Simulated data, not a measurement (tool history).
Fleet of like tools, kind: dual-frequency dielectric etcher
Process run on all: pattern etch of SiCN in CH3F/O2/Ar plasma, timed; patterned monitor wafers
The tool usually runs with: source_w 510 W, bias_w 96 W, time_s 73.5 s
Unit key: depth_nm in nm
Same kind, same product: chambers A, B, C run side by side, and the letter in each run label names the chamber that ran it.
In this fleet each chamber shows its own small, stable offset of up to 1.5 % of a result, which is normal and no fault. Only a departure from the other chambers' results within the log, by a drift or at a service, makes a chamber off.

run	hour	source_w	bias_w	time_s	read-back reference wafer on the same gauge, depth_nm	depth_nm
1A	3.4	510	96	73.5	35.701	32.941
2B	8.5	510	96	73.5	35.665	32.765
3C	15.5	510	96	73.5	35.713	33.571
4A	20.1	510	96	73.5	35.674	32.911
5B	25.0	510	96	73.5	35.733	33.035
6C	31.4	510	96	73.5	35.691	33.544
7C	36.6	510	96	73.5	35.724	33.285
8B	39.9	510	118	56.5	35.662	27.568
9A	46.0	510	118	56.5	35.699	27.339
10A	51.3	510	118	56.5	35.706	27.684
# hour 55.5: chamber B: wet clean of the chamber
11B	56.8	510	96	73.5	35.679	32.970
12C	60.3	510	79	73.5	35.665	31.056
13C	63.5	510	79	73.5	35.671	31.236
14A	67.9	510	79	73.5	35.701	30.762
15B	74.8	510	96	73.5	35.668	33.188
16C	78.9	510	96	73.5	35.731	33.348
17B	84.2	510	96	73.5	35.673	33.380
18A	90.7	510	96	73.5	35.648	32.814
19C	95.0	510	96	73.5	35.750	33.704
20B	101.0	400	96	56.5	35.749	23.295
21A	107.2	400	96	56.5	35.709	23.238
22C	112.2	400	96	56.5	35.730	23.264
23B	119.0	570	96	52.5	35.717	24.466
24A	124.8	570	96	52.5	35.729	24.589
25B	128.0	570	96	52.5	35.698	24.374
26C	131.7	510	96	73.5	35.759	33.727
27A	136.1	510	96	73.5	35.645	33.125
28B	142.7	510	108	82.5	35.695	38.689
29A	146.1	510	108	82.5	35.749	39.021
30C	151.6	510	108	82.5	35.697	39.198
# hour 152.0: chamber C: bias power generator calibrated
31C	155.8	510	96	73.5	35.693	33.431
32A	159.0	600	111	73.5	35.633	36.967

Next, every chamber runs the same settings. What will each give?
33A	164.0	510	96	84.5		?
33B	164.0	510	96	84.5		?
33C	164.0	510	96	84.5		?

run	depth_nm
33A	37.725
33B	38.080
33C	38.203
